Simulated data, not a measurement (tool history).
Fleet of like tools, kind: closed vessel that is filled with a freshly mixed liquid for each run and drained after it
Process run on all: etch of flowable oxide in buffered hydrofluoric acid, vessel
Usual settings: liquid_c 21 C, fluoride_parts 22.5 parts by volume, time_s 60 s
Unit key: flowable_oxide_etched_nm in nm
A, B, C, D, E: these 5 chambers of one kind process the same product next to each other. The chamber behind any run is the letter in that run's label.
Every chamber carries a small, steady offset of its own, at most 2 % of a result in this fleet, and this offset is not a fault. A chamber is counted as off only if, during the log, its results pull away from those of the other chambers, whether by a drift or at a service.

| run | hour | liquid_c | fluoride_parts | time_s | read-back film thickness of the flowable oxide reference wafer, read on the same gauge (nm) | flowable_oxide_etched_nm |
|---|---|---|---|---|---|---|
| 1E | 5.7 | 21 | 22.5 | 60 | 149.98 | 81.851 |
| 2B | 11.7 | 21 | 22.5 | 60 | 149.99 | 80.507 |
| 3A | 16.5 | 21 | 22.5 | 60 | 150.03 | 81.328 |
| 4C | 21.4 | 21 | 22.5 | 60 | 150.02 | 79.200 |
| 5D | 26.0 | 21 | 16.0 | 60 | 150.01 | 109.330 |
| 6B | 32.3 | 21 | 16.0 | 60 | 150.03 | 107.200 |
| 7C | 39.8 | 21 | 16.0 | 60 | 150.00 | 108.260 |
| 8A | 43.4 | 21 | 16.0 | 60 | 149.99 | 108.540 |
| 9E | 47.0 | 21 | 16.0 | 60 | 150.00 | 109.110 |
| 10D | 52.3 | 21 | 22.5 | 60 | 149.98 | 79.384 |
| 11B | 58.8 | 21 | 28.0 | 60 | 149.99 | 71.054 |
| 12E | 63.6 | 21 | 28.0 | 60 | 150.02 | 70.122 |
| 13D | 69.4 | 21 | 28.0 | 60 | 149.99 | 68.669 |
|  | 71.5 | chamber D: thermometer replaced |
| 14C | 77.0 | 21 | 28.0 | 60 | 150.01 | 68.759 |
| 15A | 82.3 | 21 | 28.0 | 60 | 150.01 | 70.383 |
| 16B | 88.6 | 21 | 22.5 | 60 | 149.98 | 83.530 |
| 17D | 92.8 | 21 | 22.5 | 60 | 150.01 | 79.480 |
| 18A | 96.9 | 21 | 22.5 | 60 | 150.00 | 81.700 |
| 19E | 103.1 | 21 | 22.5 | 60 | 150.02 | 80.476 |
| 20C | 107.4 | 21 | 22.5 | 60 | 150.00 | 79.896 |
| 21B | 110.8 | 21 | 22.5 | 60 | 149.99 | 84.424 |
| 22C | 115.4 | 21 | 22.5 | 60 | 149.99 | 79.067 |
|  | 116.0 | chamber C: hydrofluoric acid flow meter replaced |
| 23A | 121.0 | 21 | 22.5 | 60 | 149.99 | 81.295 |
| 24E | 124.8 | 21 | 22.5 | 60 | 149.99 | 81.786 |
| 25D | 132.4 | 21 | 22.5 | 60 | 150.00 | 79.922 |
| 26D | 136.3 | 21 | 22.5 | 80 | 150.00 | 108.060 |
| 27A | 143.1 | 21 | 22.5 | 80 | 149.99 | 106.550 |
| 28E | 150.8 | 21 | 22.5 | 80 | 149.97 | 107.800 |
|  | 153.9 | chamber B: hydrofluoric acid flow meter replaced |
| 29B | 155.3 | 21 | 22.5 | 80 | 149.96 | 115.500 |
| 30C | 159.9 | 21 | 22.5 | 80 | 150.01 | 105.860 |
| 31E | 165.8 | 21 | 22.5 | 60 | 150.02 | 79.065 |

All chambers now run identical settings, listed one chamber a line with results as question marks. What results will each chamber show?
| 32A | 171.3 | 21 | 22.5 | 45 |  | ? |
| 32B | 171.3 | 21 | 22.5 | 45 |  | ? |
| 32C | 171.3 | 21 | 22.5 | 45 |  | ? |
| 32D | 171.3 | 21 | 22.5 | 45 |  | ? |
| 32E | 171.3 | 21 | 22.5 | 45 |  | ? |

| run | flowable_oxide_etched_nm |
|---|---|
| 32A | 59.924 |
| 32B | 65.789 |
| 32C | 60.030 |
| 32D | 60.396 |
| 32E | 61.249 |
